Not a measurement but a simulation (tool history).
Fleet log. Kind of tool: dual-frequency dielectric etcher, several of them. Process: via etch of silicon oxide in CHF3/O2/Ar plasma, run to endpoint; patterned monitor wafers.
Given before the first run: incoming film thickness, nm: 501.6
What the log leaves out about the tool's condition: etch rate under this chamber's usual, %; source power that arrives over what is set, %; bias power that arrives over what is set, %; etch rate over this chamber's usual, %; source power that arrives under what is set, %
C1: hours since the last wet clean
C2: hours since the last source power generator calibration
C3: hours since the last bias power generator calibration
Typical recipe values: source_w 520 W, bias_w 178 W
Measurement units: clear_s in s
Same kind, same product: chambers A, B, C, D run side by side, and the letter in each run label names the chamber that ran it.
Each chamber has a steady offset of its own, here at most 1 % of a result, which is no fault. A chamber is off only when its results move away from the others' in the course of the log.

{"run": "1C", "day": 0.15, "source_w": 520, "bias_w": 178, "C1": 144.9, "C2": 1542.3, "C3": 2403.0, "clear_s": 269.89}
{"run": "2B", "day": 0.312, "source_w": 520, "bias_w": 178, "C1": 299.0, "C2": 666.3, "C3": 872.2, "clear_s": 270.23}
{"run": "3D", "day": 0.462, "source_w": 520, "bias_w": 178, "C1": 541.2, "C2": 239.0, "C3": 1896.0, "clear_s": 266.71}
{"run": "4A", "day": 0.554, "source_w": 520, "bias_w": 178, "C1": 460.9, "C2": 1777.3, "C3": 2465.4, "clear_s": 265.15}
{"run": "5C", "day": 0.708, "source_w": 520, "bias_w": 178, "C1": 158.3, "C2": 1555.7, "C3": 2416.4, "clear_s": 268.09}
{"run": "6B", "day": 0.8, "source_w": 520, "bias_w": 178, "C1": 310.7, "C2": 678.0, "C3": 883.9, "clear_s": 270.84}
{"run": "7D", "day": 0.917, "source_w": 520, "bias_w": 178, "C1": 552.1, "C2": 249.9, "C3": 1906.9, "clear_s": 266.46}
{"run": "8A", "day": 1.062, "source_w": 520, "bias_w": 178, "C1": 473.1, "C2": 1789.5, "C3": 2477.6, "clear_s": 267.37}
{"run": "9A", "day": 1.233, "source_w": 520, "bias_w": 178, "C1": 477.2, "C2": 1793.6, "C3": 2481.7, "clear_s": 266.42}
{"run": "10C", "day": 1.396, "source_w": 520, "bias_w": 201, "C1": 174.8, "C2": 1572.2, "C3": 2432.9, "clear_s": 256.88}
{"run": "11D", "day": 1.546, "source_w": 520, "bias_w": 201, "C1": 567.2, "C2": 265.0, "C3": 1922.0, "clear_s": 255.47}
{"run": "12B", "day": 1.671, "source_w": 520, "bias_w": 201, "C1": 331.6, "C2": 698.9, "C3": 904.8, "clear_s": 260.04}
{"run": "13C", "day": 1.783, "source_w": 520, "bias_w": 201, "C1": 184.1, "C2": 1581.5, "C3": 2442.2, "clear_s": 258.27}
{"run": "14A", "day": 1.958, "source_w": 520, "bias_w": 178, "C1": 494.6, "C2": 1811.0, "C3": 2499.1, "clear_s": 266.7}
{"run": "15B", "day": 2.112, "source_w": 520, "bias_w": 178, "C1": 342.2, "C2": 709.5, "C3": 915.4, "clear_s": 270.63}
{"run": "16D", "day": 2.204, "source_w": 520, "bias_w": 178, "C1": 583.0, "C2": 280.8, "C3": 1937.8, "clear_s": 265.92}
{"run": "17D", "day": 2.354, "source_w": 520, "bias_w": 178, "C1": 586.6, "C2": 284.4, "C3": 1941.4, "clear_s": 265.86}
{"day": 2.492, "done": "chamber A: wet clean of the chamber"}
{"run": "18A", "day": 2.525, "source_w": 460, "bias_w": 178, "C1": 0.8, "C2": 1824.6, "C3": 2512.7, "clear_s": 278.18}
{"run": "19C", "day": 2.712, "source_w": 460, "bias_w": 178, "C1": 206.4, "C2": 1603.8, "C3": 2464.5, "clear_s": 280.01}
{"run": "20B", "day": 2.879, "source_w": 460, "bias_w": 178, "C1": 360.6, "C2": 727.9, "C3": 933.8, "clear_s": 282.01}
{"run": "21A", "day": 3.025, "source_w": 460, "bias_w": 178, "C1": 12.8, "C2": 1836.6, "C3": 2524.7, "clear_s": 280.43}
{"run": "22B", "day": 3.15, "source_w": 520, "bias_w": 178, "C1": 367.1, "C2": 734.4, "C3": 940.3, "clear_s": 270.27}
{"run": "23C", "day": 3.333, "source_w": 520, "bias_w": 178, "C1": 221.3, "C2": 1618.7, "C3": 2479.4, "clear_s": 269.39}
{"run": "24D", "day": 3.479, "source_w": 520, "bias_w": 178, "C1": 613.6, "C2": 311.4, "C3": 1968.4, "clear_s": 268.55}
{"run": "25D", "day": 3.671, "source_w": 520, "bias_w": 178, "C1": 618.2, "C2": 316.0, "C3": 1973.0, "clear_s": 267.55}
{"run": "26B", "day": 3.833, "source_w": 520, "bias_w": 178, "C1": 383.5, "C2": 750.8, "C3": 956.7, "clear_s": 272.12}
{"run": "27A", "day": 3.975, "source_w": 520, "bias_w": 178, "C1": 35.6, "C2": 1859.4, "C3": 2547.5, "clear_s": 268.6}
{"run": "28C", "day": 4.062, "source_w": 520, "bias_w": 208, "C1": 238.8, "C2": 1636.2, "C3": 2496.9, "clear_s": 255.73}
{"run": "29B", "day": 4.233, "source_w": 520, "bias_w": 208, "C1": 393.1, "C2": 760.4, "C3": 966.3, "clear_s": 255.66}
{"run": "30A", "day": 4.396, "source_w": 520, "bias_w": 208, "C1": 45.7, "C2": 1869.5, "C3": 2557.6, "clear_s": 252.94}
{"run": "31C", "day": 4.488, "source_w": 520, "bias_w": 208, "C1": 249.0, "C2": 1646.4, "C3": 2507.1, "clear_s": 256.68}
{"run": "32D", "day": 4.6, "source_w": 520, "bias_w": 178, "C1": 640.5, "C2": 338.3, "C3": 1995.3, "clear_s": 267.91}
{"run": "33A", "day": 4.742, "source_w": 520, "bias_w": 178, "C1": 54.0, "C2": 1877.8, "C3": 2565.9, "clear_s": 267.97}
{"run": "34C", "day": 4.929, "source_w": 520, "bias_w": 178, "C1": 259.6, "C2": 1657.0, "C3": 2517.7, "clear_s": 270.44}
{"run": "35D", "day": 5.046, "source_w": 520, "bias_w": 178, "C1": 651.2, "C2": 349.0, "C3": 2006.0, "clear_s": 265.76}
{"run": "36B", "day": 5.221, "source_w": 450, "bias_w": 210, "C1": 416.8, "C2": 784.1, "C3": 990.0, "clear_s": 271.07}
{"run": "37B", "day": 5.358, "source_w": 450, "bias_w": 210, "C1": 420.1, "C2": 787.4, "C3": 993.3, "clear_s": 270.01}
{"run": "38D", "day": 5.488, "source_w": 450, "bias_w": 210, "C1": 661.8, "C2": 359.6, "C3": 2016.6, "clear_s": 267.67}

One chamber off, gauge drift, or nothing amiss beyond the chambers' own small offsets? If it is a chamber, which one, and what is the likeliest cause?

Beyond each chamber's small constant offset nothing stands out, and the gauge stays steady.
